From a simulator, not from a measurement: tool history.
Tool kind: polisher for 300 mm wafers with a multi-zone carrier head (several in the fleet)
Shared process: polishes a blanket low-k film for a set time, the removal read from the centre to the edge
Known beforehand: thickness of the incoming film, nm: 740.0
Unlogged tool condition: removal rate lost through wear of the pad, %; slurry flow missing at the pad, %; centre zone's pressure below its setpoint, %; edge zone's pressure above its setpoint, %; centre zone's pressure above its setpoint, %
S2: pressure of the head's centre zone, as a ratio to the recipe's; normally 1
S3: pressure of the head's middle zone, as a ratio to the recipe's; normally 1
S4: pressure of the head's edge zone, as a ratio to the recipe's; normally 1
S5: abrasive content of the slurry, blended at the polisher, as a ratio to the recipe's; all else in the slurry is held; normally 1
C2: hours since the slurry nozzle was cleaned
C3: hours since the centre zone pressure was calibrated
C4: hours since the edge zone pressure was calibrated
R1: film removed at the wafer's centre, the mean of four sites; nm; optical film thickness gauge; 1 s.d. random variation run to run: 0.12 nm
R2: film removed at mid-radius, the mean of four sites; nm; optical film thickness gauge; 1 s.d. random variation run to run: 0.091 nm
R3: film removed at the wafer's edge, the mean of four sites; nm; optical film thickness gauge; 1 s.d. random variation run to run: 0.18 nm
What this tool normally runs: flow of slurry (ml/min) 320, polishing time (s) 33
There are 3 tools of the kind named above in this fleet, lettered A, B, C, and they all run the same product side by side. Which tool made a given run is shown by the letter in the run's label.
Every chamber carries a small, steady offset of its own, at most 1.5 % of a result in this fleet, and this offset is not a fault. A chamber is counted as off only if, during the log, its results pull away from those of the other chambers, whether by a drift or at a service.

{"run": "1B", "hour": 9.9, "flow of slurry (ml/min)": 320, "S2": 1, "S3": 1, "S4": 1, "S5": 1, "polishing time (s)": 33, "wafers polished on this pad": 312, "C2": 657, "C3": 344.6, "C4": 398.6, "R1": 13.141, "R2": 13.309, "R3": 13.472}
{"hour": 15.2, "done": "chamber C: worn pad replaced by a new one"}
{"run": "2A", "hour": 18.1, "flow of slurry (ml/min)": 320, "S2": 1, "S3": 1, "S4": 1, "S5": 1, "polishing time (s)": 33, "wafers polished on this pad": 1099, "C2": 376.5, "C3": 1174.6, "C4": 155.3, "R1": 13.095, "R2": 13.177, "R3": 13.28}
{"run": "3C", "hour": 24.6, "flow of slurry (ml/min)": 320, "S2": 1, "S3": 1, "S4": 1, "S5": 1, "polishing time (s)": 33, "wafers polished on this pad": 100, "C2": 619.8, "C3": 644.6, "C4": 35.6, "R1": 13.347, "R2": 13.294, "R3": 13.276}
{"hour": 25.6, "done": "chamber B: slurry nozzle cleaned"}
{"hour": 28.7, "done": "chamber C: slurry nozzle cleaned"}
{"run": "4B", "hour": 34.7, "flow of slurry (ml/min)": 320, "S2": 1, "S3": 1, "S4": 1, "S5": 1, "polishing time (s)": 33, "wafers polished on this pad": 575, "C2": 9.1, "C3": 369.4, "C4": 423.4, "R1": 13.433, "R2": 13.34, "R3": 13.714}
{"run": "5A", "hour": 46.3, "flow of slurry (ml/min)": 320, "S2": 1, "S3": 1.09, "S4": 1, "S5": 1, "polishing time (s)": 23, "wafers polished on this pad": 1398, "C2": 404.7, "C3": 1202.8, "C4": 183.5, "R1": 9.1666, "R2": 9.9752, "R3": 9.1246}
{"hour": 49.7, "done": "chamber A: worn pad replaced by a new one"}
{"run": "6C", "hour": 55.8, "flow of slurry (ml/min)": 320, "S2": 1, "S3": 1.09, "S4": 1, "S5": 1, "polishing time (s)": 23, "wafers polished on this pad": 432, "C2": 27.1, "C3": 675.8, "C4": 66.8, "R1": 9.418, "R2": 9.9841, "R3": 9.3678}
{"run": "7B", "hour": 61.7, "flow of slurry (ml/min)": 320, "S2": 1, "S3": 1.09, "S4": 1, "S5": 1, "polishing time (s)": 23, "wafers polished on this pad": 862, "C2": 36.1, "C3": 396.4, "C4": 450.4, "R1": 9.3108, "R2": 10.181, "R3": 9.2339}
{"run": "8A", "hour": 67.6, "flow of slurry (ml/min)": 320, "S2": 1, "S3": 1, "S4": 1, "S5": 1, "polishing time (s)": 33, "wafers polished on this pad": 190, "C2": 426, "C3": 1224.1, "C4": 204.8, "R1": 12.949, "R2": 13.151, "R3": 13.159}
{"hour": 68.0, "done": "chamber B: worn pad replaced by a new one"}
{"hour": 69.1, "done": "chamber A: centre zone pressure recalibrated"}
{"run": "9C", "hour": 74.8, "flow of slurry (ml/min)": 320, "S2": 1, "S3": 1, "S4": 1, "S5": 1, "polishing time (s)": 33, "wafers polished on this pad": 634, "C2": 46.1, "C3": 694.8, "C4": 85.8, "R1": 13.382, "R2": 13.512, "R3": 13.377}
{"run": "10C", "hour": 86.1, "flow of slurry (ml/min)": 320, "S2": 1, "S3": 1, "S4": 1.04, "S5": 1, "polishing time (s)": 26, "wafers polished on this pad": 754, "C2": 57.4, "C3": 706.1, "C4": 97.1, "R1": 10.536, "R2": 10.5, "R3": 10.79}
{"run": "11B", "hour": 93.7, "flow of slurry (ml/min)": 320, "S2": 1, "S3": 1, "S4": 1.04, "S5": 1, "polishing time (s)": 26, "wafers polished on this pad": 273, "C2": 68.1, "C3": 428.4, "C4": 482.4, "R1": 10.613, "R2": 10.475, "R3": 10.686}
{"run": "12A", "hour": 101.5, "flow of slurry (ml/min)": 320, "S2": 1, "S3": 1, "S4": 1.04, "S5": 1, "polishing time (s)": 26, "wafers polished on this pad": 550, "C2": 459.9, "C3": 32.4, "C4": 238.7, "R1": 9.1689, "R2": 10.474, "R3": 10.936}
{"run": "13A", "hour": 112.3, "flow of slurry (ml/min)": 320, "S2": 1, "S3": 1, "S4": 1, "S5": 1, "polishing time (s)": 33, "wafers polished on this pad": 665, "C2": 470.7, "C3": 43.2, "C4": 249.5, "R1": 11.691, "R2": 13.12, "R3": 13.432}
{"run": "14B", "hour": 118.0, "flow of slurry (ml/min)": 320, "S2": 1, "S3": 1, "S4": 1, "S5": 1, "polishing time (s)": 33, "wafers polished on this pad": 531, "C2": 92.4, "C3": 452.7, "C4": 506.7, "R1": 13.344, "R2": 13.425, "R3": 13.213}
{"run": "15C", "hour": 125.0, "flow of slurry (ml/min)": 320, "S2": 1, "S3": 1, "S4": 1, "S5": 1, "polishing time (s)": 33, "wafers polished on this pad": 1167, "C2": 96.3, "C3": 745, "C4": 136, "R1": 13.107, "R2": 13.293, "R3": 13.638}
{"run": "16C", "hour": 132.3, "flow of slurry (ml/min)": 320, "S2": 0.92, "S3": 1, "S4": 1, "S5": 1, "polishing time (s)": 33, "wafers polished on this pad": 1245, "C2": 103.6, "C3": 752.3, "C4": 143.3, "R1": 12.058, "R2": 13.509, "R3": 13.189}
{"hour": 137.4, "done": "chamber B: worn pad replaced by a new one"}
{"run": "17B", "hour": 143.0, "flow of slurry (ml/min)": 320, "S2": 0.92, "S3": 1, "S4": 1, "S5": 1, "polishing time (s)": 33, "wafers polished on this pad": 60, "C2": 117.4, "C3": 477.7, "C4": 531.7, "R1": 12.184, "R2": 13.481, "R3": 13.246}
{"run": "18A", "hour": 154.1, "flow of slurry (ml/min)": 320, "S2": 0.92, "S3": 1, "S4": 1, "S5": 1, "polishing time (s)": 33, "wafers polished on this pad": 1109, "C2": 512.5, "C3": 85, "C4": 291.3, "R1": 10.425, "R2": 13.323, "R3": 13.643}
{"run": "19B", "hour": 159.8, "flow of slurry (ml/min)": 320, "S2": 1, "S3": 1, "S4": 1, "S5": 1, "polishing time (s)": 33, "wafers polished on this pad": 238, "C2": 134.2, "C3": 494.5, "C4": 548.5, "R1": 13.161, "R2": 13.519, "R3": 13.372}
{"run": "20A", "hour": 169.1, "flow of slurry (ml/min)": 320, "S2": 1.04, "S3": 1, "S4": 1.07, "S5": 1, "polishing time (s)": 33, "wafers polished on this pad": 1269, "C2": 527.5, "C3": 100, "C4": 306.3, "R1": 12.213, "R2": 13.268, "R3": 13.888}

Predict what each chamber gives when all 3 of them run the settings below next.
{"run": "21A", "hour": 178.0, "flow of slurry (ml/min)": 320, "S2": 1, "S3": 1, "S4": 1, "S5": 1, "polishing time (s)": 33, "R1": "?", "R2": "?", "R3": "?"}
{"run": "21B", "hour": 178.0, "flow of slurry (ml/min)": 320, "S2": 1, "S3": 1, "S4": 1, "S5": 1, "polishing time (s)": 33, "R1": "?", "R2": "?", "R3": "?"}
{"run": "21C", "hour": 178.0, "flow of slurry (ml/min)": 320, "S2": 1, "S3": 1, "S4": 1, "S5": 1, "polishing time (s)": 33, "R1": "?", "R2": "?", "R3": "?"}

run=21A R1=11.616 R2=13.165 R3=13.452
run=21B R1=13.172 R2=13.302 R3=13.162
run=21C R1=13.331 R2=13.333 R3=13.313
